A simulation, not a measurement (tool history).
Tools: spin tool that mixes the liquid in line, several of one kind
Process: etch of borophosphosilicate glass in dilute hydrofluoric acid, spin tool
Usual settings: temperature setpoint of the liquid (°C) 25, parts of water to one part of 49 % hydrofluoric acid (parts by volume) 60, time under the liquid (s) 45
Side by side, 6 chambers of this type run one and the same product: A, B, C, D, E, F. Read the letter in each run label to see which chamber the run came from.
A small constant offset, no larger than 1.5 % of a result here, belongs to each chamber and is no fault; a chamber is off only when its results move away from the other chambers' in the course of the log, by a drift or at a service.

run,hour,temperature setpoint of the liquid (°C),parts of water to one part of 49 % hydrofluoric acid (parts by volume),time under the liquid (s),"read-back film thickness of the borophosphosilicate glass reference wafer, read on the same gauge (nm)",thickness taken off the borophosphosilicate glass on a monitor wafer (angstrom)
1D,11.8,25,60,45,60.02,353.11
# hour 16: chamber A: hydrofluoric acid flow meter replaced
2C,18.7,25,60,45,59.974,357.36
3F,24,25,60,45,59.991,350.24
4E,32.1,25,60,45,60.007,354.2
5A,41.7,25,60,45,59.995,352.83
6B,50.1,25,60,45,59.994,352.8
7C,57.7,25,60,45,59.99,357.78
8A,63.6,25,60,45,60.052,352.02
9E,75.5,25,60,45,59.977,356.66
10F,81.9,25,60,45,59.986,346.44
11D,87.5,25,60,45,60.049,355.5
12B,95,25,60,45,60.003,351.95
13E,101.4,25,60,45,59.983,356.5
14C,112,25,60,45,60.017,356.74
15D,122.3,25,60,45,60.007,353.91
16F,133.6,25,60,45,60.01,347.8
17B,139.7,25,60,45,59.968,354.51
18A,147.1,25,60,45,60,350.11
19B,157.3,25,60,45,60.001,353.12
20E,165.2,25,60,45,59.996,356.34
21C,172.6,27.5,60,65,60.005,571.68
22D,178.6,27.5,60,65,60.017,563.96
23A,190,27.5,60,65,59.995,564.26
24F,200.9,27.5,60,65,59.99,554.21
25C,210.5,27.5,60,65,60.002,575.42
26A,215.9,27.5,60,65,59.994,562.75
27D,225.7,25,60,45,59.996,355.35
28E,235,25,60,45,59.981,357.38
# hour 242.3: chamber D: thermometer replaced
29F,244,25,60,45,60.019,347.78
30B,251.3,25,60,45,59.997,353.95
31B,261.8,25,60,45,59.998,353.11
32F,269.4,25,60,45,60.001,346.5
33D,278.3,25,60,45,59.982,353.21
34A,289.2,25,60,45,60.006,353.96
35E,296.2,25,60,45,60.04,356.34
36C,301.9,25,60,45,60.014,357.41
37D,311.8,25,60,45,59.963,352.42
38C,317.5,25,35,55,59.972,788.49

Next, every chamber runs the same settings. What will each give?
39A,326.2,23,60,45,,?
39B,326.2,23,60,45,,?
39C,326.2,23,60,45,,?
39D,326.2,23,60,45,,?
39E,326.2,23,60,45,,?
39F,326.2,23,60,45,,?

run,thickness taken off the borophosphosilicate glass on a monitor wafer (angstrom)
39A,326.87
39B,327.77
39C,330.27
39D,326.25
39E,327.87
39F,321.39

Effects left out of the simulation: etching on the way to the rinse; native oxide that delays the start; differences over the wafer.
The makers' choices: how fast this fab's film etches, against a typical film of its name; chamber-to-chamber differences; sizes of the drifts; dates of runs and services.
